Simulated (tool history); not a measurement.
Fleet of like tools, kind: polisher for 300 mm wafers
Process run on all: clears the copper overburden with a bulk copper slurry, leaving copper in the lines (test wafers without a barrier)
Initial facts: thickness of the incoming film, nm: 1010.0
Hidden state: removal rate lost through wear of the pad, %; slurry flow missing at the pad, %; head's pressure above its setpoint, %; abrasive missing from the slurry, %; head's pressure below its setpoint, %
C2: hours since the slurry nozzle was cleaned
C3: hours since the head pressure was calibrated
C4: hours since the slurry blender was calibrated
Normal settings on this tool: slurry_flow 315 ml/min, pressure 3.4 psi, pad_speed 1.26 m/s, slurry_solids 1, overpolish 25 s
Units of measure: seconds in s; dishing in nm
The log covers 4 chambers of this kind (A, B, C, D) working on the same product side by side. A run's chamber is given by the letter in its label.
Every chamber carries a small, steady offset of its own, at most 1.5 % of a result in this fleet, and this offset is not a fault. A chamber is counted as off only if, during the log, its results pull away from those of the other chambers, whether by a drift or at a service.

Run 1B, hour 11.2: usual settings; wafers polished on this pad 526; C2 439.3; C3 1174.5; C4 105.3. Result: seconds 85.68 s, dishing 112.7 nm.
At hour 15: chamber C: worn pad replaced by a new one.
Run 2A, hour 22.8: usual settings; wafers polished on this pad 557; C2 223.5; C3 55; C4 61.1. Result: seconds 82.202 s, dishing 113.89 nm.
At hour 25.3: chamber A: worn pad replaced by a new one.
At hour 31.7: chamber C: slurry blender recalibrated.
Run 3C, hour 32: usual settings; wafers polished on this pad 186; C2 383.2; C3 426.9; C4 0.4. Result: seconds 84.511 s, dishing 113.73 nm.
At hour 33.7: chamber C: head pressure recalibrated.
At hour 35.9: chamber D: worn pad replaced by a new one.
Run 4D, hour 42.2: usual settings; wafers polished on this pad 70; C2 73.5; C3 88.1; C4 379.2. Result: seconds 83.021 s, dishing 115.14 nm.
Run 5C, hour 56.1: usual settings but pad_speed 0.88 m/s; wafers polished on this pad 450; C2 407.3; C3 22.5; C4 24.5. Result: seconds 120.83 s, dishing 98.374 nm.
Run 6A, hour 63.6: usual settings but pad_speed 0.88 m/s; wafers polished on this pad 420; C2 264.3; C3 95.8; C4 101.9. Result: seconds 117.09 s, dishing 98.433 nm.
At hour 73.6: chamber A: slurry nozzle cleaned.
Run 7B, hour 76.2: usual settings but pad_speed 0.88 m/s; wafers polished on this pad 1239; C2 504.3; C3 1239.5; C4 170.3. Result: seconds 126.57 s, dishing 98.173 nm.
At hour 78.1: chamber A: worn pad replaced by a new one.
At hour 81: chamber A: slurry blender recalibrated.
Run 8D, hour 83.8: usual settings but pad_speed 0.88 m/s; wafers polished on this pad 526; C2 115.1; C3 129.7; C4 420.8. Result: seconds 120.21 s, dishing 97.093 nm.
At hour 88.9: chamber D: slurry blender recalibrated.
Run 9C, hour 96.3: usual settings; wafers polished on this pad 891; C2 447.5; C3 62.7; C4 64.7. Result: seconds 84.466 s, dishing 112.68 nm.
At hour 101.3: chamber C: worn pad replaced by a new one.
Run 10D, hour 106: usual settings but slurry_flow 260 ml/min; wafers polished on this pad 769; C2 137.3; C3 151.9; C4 17.2. Result: seconds 81.048 s, dishing 117.16 nm.
At hour 108: chamber B: slurry nozzle cleaned.
At hour 108.8: chamber D: worn pad replaced by a new one.
Run 11A, hour 119.4: usual settings but slurry_flow 260 ml/min; wafers polished on this pad 453; C2 45.9; C3 151.6; C4 38.4. Result: seconds 83.062 s, dishing 115.96 nm.
Run 12B, hour 128.7: usual settings but slurry_flow 260 ml/min; wafers polished on this pad 1815; C2 20.8; C3 1292; C4 222.8. Result: seconds 88.495 s, dishing 110.94 nm.
At hour 133.4: chamber C: slurry nozzle cleaned.
At hour 133.7: chamber A: worn pad replaced by a new one.
Run 13A, hour 143.6: usual settings but slurry_flow 260 ml/min; wafers polished on this pad 109; C2 70.1; C3 175.8; C4 62.6. Result: seconds 83.035 s, dishing 111.83 nm.
At hour 148.6: chamber B: head pressure recalibrated.
Run 14B, hour 154.5: usual settings; wafers polished on this pad 2098; C2 46.6; C3 5.9; C4 248.6. Result: seconds 86.905 s, dishing 110.78 nm.
Run 15C, hour 164.4: usual settings; wafers polished on this pad 692; C2 31.1; C3 130.8; C4 132.8. Result: seconds 84.679 s, dishing 112.41 nm.
At hour 167.5: chamber C: worn pad replaced by a new one.
At hour 172.8: chamber B: slurry blender recalibrated.
Run 16D, hour 173.7: usual settings; wafers polished on this pad 711; C2 205; C3 219.6; C4 84.9. Result: seconds 80.931 s, dishing 116.31 nm.
Run 17D, hour 185.8: usual settings; wafers polished on this pad 844; C2 217.1; C3 231.7; C4 97. Result: seconds 83.059 s, dishing 116.59 nm.
At hour 194.1: chamber A: worn pad replaced by a new one.
At hour 195.8: chamber A: slurry blender recalibrated.
Run 18B, hour 199: usual settings; wafers polished on this pad 2586; C2 91.1; C3 50.4; C4 26.2. Result: seconds 92.233 s, dishing 111.21 nm.
At hour 206.1: chamber D: worn pad replaced by a new one.
Run 19C, hour 212.8: usual settings; wafers polished on this pad 496; C2 79.5; C3 179.2; C4 181.2. Result: seconds 86.16 s, dishing 112.26 nm.
Run 20A, hour 220.3: usual settings; wafers polished on this pad 287; C2 146.8; C3 252.5; C4 24.5. Result: seconds 84.93 s, dishing 117.55 nm.
Run 21A, hour 228: usual settings; wafers polished on this pad 372; C2 154.5; C3 260.2; C4 32.2. Result: seconds 82.637 s, dishing 114.21 nm.
Run 22B, hour 241.5: usual settings; wafers polished on this pad 3052; C2 133.6; C3 92.9; C4 68.7. Result: seconds 92.191 s, dishing 110.56 nm.
At hour 249.4: chamber C: worn pad replaced by a new one.
Run 23C, hour 256.8: usual settings but pressure 4.1 psi; wafers polished on this pad 81; C2 123.5; C3 223.2; C4 225.2. Result: seconds 70.36 s, dishing 124.41 nm.
Run 24D, hour 264.4: usual settings but pressure 4.1 psi; wafers polished on this pad 640; C2 295.7; C3 310.3; C4 175.6. Result: seconds 69.221 s, dishing 128.89 nm.
Run 25D, hour 271.8: usual settings but pressure 4.1 psi; wafers polished on this pad 721; C2 303.1; C3 317.7; C4 183. Result: seconds 67.702 s, dishing 125.79 nm.

For the next run the whole fleet of 4 chambers uses the same settings. Give each chamber's results:
Run 26A, hour 283.3: usual settings. Result: seconds ?, dishing ?.
Run 26B, hour 283.3: usual settings. Result: seconds ?, dishing ?.
Run 26C, hour 283.3: usual settings. Result: seconds ?, dishing ?.
Run 26D, hour 283.3: usual settings. Result: seconds ?, dishing ?.

run  seconds  dishing
26A   84.131   116.06
26B   91.367   109.59
26C   82.613   113.23
26D   83.842   115.18
